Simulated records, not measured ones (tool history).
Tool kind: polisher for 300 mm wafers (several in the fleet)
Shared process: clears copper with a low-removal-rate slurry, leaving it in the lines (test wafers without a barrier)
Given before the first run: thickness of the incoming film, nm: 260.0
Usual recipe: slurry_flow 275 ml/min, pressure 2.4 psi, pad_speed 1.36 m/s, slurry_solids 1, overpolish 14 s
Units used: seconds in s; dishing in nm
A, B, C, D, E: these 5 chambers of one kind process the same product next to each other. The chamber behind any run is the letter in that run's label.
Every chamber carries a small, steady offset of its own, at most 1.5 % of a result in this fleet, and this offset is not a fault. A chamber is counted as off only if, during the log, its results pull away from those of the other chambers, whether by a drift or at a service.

| run | day | slurry_flow | pressure | pad_speed | slurry_solids | overpolish | wafers polished on this pad | hours since the slurry nozzle was cleaned | hours since the head pressure was calibrated | hours since the slurry blender was calibrated | seconds | dishing |
|---|---|---|---|---|---|---|---|---|---|---|---|---|
|  | 0.017 | chamber D: worn pad replaced by a new one |
| 1B | 0.267 | 275 | 2.4 | 1.36 | 1 | 14 | 1269 | 451.7 | 48.7 | 433 | 77.916 | 32.772 |
| 2E | 0.433 | 275 | 2.4 | 1.36 | 1 | 14 | 871 | 60 | 689.1 | 111 | 76.718 | 32.707 |
| 3A | 0.596 | 275 | 2.4 | 1.36 | 1 | 14 | 519 | 386.2 | 603 | 42.3 | 78.22 | 33.777 |
| 4D | 0.733 | 275 | 2.4 | 1.36 | 1 | 14 | 126 | 346.6 | 347.3 | 203.6 | 77.348 | 33.505 |
| 5C | 0.862 | 275 | 2.4 | 1.36 | 1 | 14 | 1198 | 220.5 | 629.9 | 27.5 | 77.051 | 33.35 |
| 6D | 1.021 | 275 | 3.2 | 1.36 | 1 | 14 | 177 | 353.5 | 354.2 | 210.5 | 57.934 | 44.227 |
|  | 1.075 | chamber C: worn pad replaced by a new one |
| 7B | 1.304 | 275 | 3.2 | 1.36 | 1 | 14 | 1451 | 476.6 | 73.6 | 457.9 | 59.736 | 44.218 |
|  | 1.454 | chamber B: worn pad replaced by a new one |
|  | 1.475 | chamber B: slurry blender recalibrated |
| 8C | 1.567 | 275 | 3.2 | 1.36 | 1 | 14 | 87 | 237.4 | 646.8 | 44.4 | 56.933 | 45.233 |
| 9E | 1.804 | 275 | 3.2 | 1.36 | 1 | 14 | 1113 | 92.9 | 722 | 143.9 | 57.935 | 43.846 |
| 10A | 1.929 | 275 | 3.2 | 1.36 | 1 | 14 | 754 | 418.2 | 635 | 74.3 | 58.028 | 43.325 |
| 11E | 2.133 | 275 | 2.4 | 1.36 | 1 | 14 | 1171 | 100.8 | 729.9 | 151.8 | 76.628 | 33.32 |
| 12C | 2.392 | 275 | 3 | 0.9 | 1 | 14 | 232 | 257.2 | 666.6 | 64.2 | 92.099 | 28.926 |
|  | 2.596 | chamber E: worn pad replaced by a new one |
| 13D | 2.638 | 275 | 3 | 0.9 | 1 | 14 | 462 | 392.3 | 393 | 249.3 | 94.719 | 28.183 |
| 14B | 2.842 | 275 | 3 | 0.9 | 1 | 14 | 244 | 513.5 | 110.5 | 32.9 | 92.317 | 27.325 |
| 15A | 3.112 | 275 | 3 | 0.9 | 1 | 14 | 962 | 446.6 | 663.4 | 102.7 | 93.544 | 28.515 |
|  | 3.238 | chamber D: worn pad replaced by a new one |
| 16E | 3.392 | 275 | 3 | 0.9 | 1 | 14 | 140 | 131 | 760.1 | 182 | 93.792 | 28.269 |
|  | 3.538 | chamber A: worn pad replaced by a new one |
| 17C | 3.675 | 275 | 2.4 | 1.36 | 1 | 14 | 458 | 288 | 697.4 | 95 | 75.207 | 33.222 |
| 18A | 3.883 | 275 | 2.4 | 1.36 | 1 | 14 | 61 | 465.1 | 681.9 | 121.2 | 77.928 | 33.734 |
| 19D | 4.017 | 275 | 1.9 | 1.36 | 1.2 | 14 | 137 | 425.4 | 426.1 | 282.4 | 97.924 | 27.668 |
| 20B | 4.3 | 275 | 1.9 | 1.36 | 1.2 | 14 | 501 | 548.5 | 145.5 | 67.9 | 94.66 | 26.705 |
| 21A | 4.429 | 275 | 1.9 | 1.36 | 1.2 | 14 | 157 | 478.2 | 695 | 134.3 | 93.379 | 27.436 |
| 22B | 4.592 | 275 | 1.9 | 1.36 | 1.2 | 14 | 552 | 555.5 | 152.5 | 74.9 | 95.355 | 26.884 |
| 23C | 4.867 | 275 | 1.9 | 1.36 | 1.2 | 14 | 668 | 316.6 | 726 | 123.6 | 92.127 | 27.758 |
|  | 4.979 | chamber A: slurry blender recalibrated |
| 24D | 5.154 | 275 | 2.4 | 1.36 | 1 | 14 | 338 | 452.7 | 453.4 | 309.7 | 78.203 | 32.614 |
| 25E | 5.342 | 275 | 2.4 | 1.36 | 1 | 14 | 484 | 177.8 | 806.9 | 228.8 | 76.464 | 33.411 |
| 26E | 5.538 | 275 | 2.4 | 1.36 | 1 | 14 | 518 | 182.5 | 811.6 | 233.5 | 76.883 | 33.121 |
| 27D | 5.804 | 275 | 2.4 | 1.36 | 1 | 14 | 452 | 468.3 | 469 | 325.3 | 79.19 | 32.621 |
|  | 5.871 | chamber A: slurry nozzle cleaned |
| 28C | 5.958 | 275 | 2.4 | 1.36 | 0.75 | 11 | 861 | 342.8 | 752.2 | 149.8 | 81.925 | 24.826 |
| 29B | 6.138 | 275 | 2.4 | 1.36 | 0.75 | 11 | 825 | 592.6 | 189.6 | 112 | 83.259 | 25.408 |
| 30A | 6.271 | 275 | 2.4 | 1.36 | 0.75 | 11 | 481 | 9.6 | 739.2 | 31.1 | 81.083 | 24.577 |

The same settings go to every chamber for the next run, one line per chamber below. Forecast the results for each:
| 31A | 6.475 | 320 | 2.4 | 1.36 | 1 | 14 |  |  |  |  | ? | ? |
| 31B | 6.475 | 320 | 2.4 | 1.36 | 1 | 14 |  |  |  |  | ? | ? |
| 31C | 6.475 | 320 | 2.4 | 1.36 | 1 | 14 |  |  |  |  | ? | ? |
| 31D | 6.475 | 320 | 2.4 | 1.36 | 1 | 14 |  |  |  |  | ? | ? |
| 31E | 6.475 | 320 | 2.4 | 1.36 | 1 | 14 |  |  |  |  | ? | ? |

| run | seconds | dishing |
|---|---|---|
| 31A | 76.442 | 34.377 |
| 31B | 77.287 | 33.163 |
| 31C | 74.867 | 33.241 |
| 31D | 77.765 | 32.331 |
| 31E | 74.6 | 34.222 |

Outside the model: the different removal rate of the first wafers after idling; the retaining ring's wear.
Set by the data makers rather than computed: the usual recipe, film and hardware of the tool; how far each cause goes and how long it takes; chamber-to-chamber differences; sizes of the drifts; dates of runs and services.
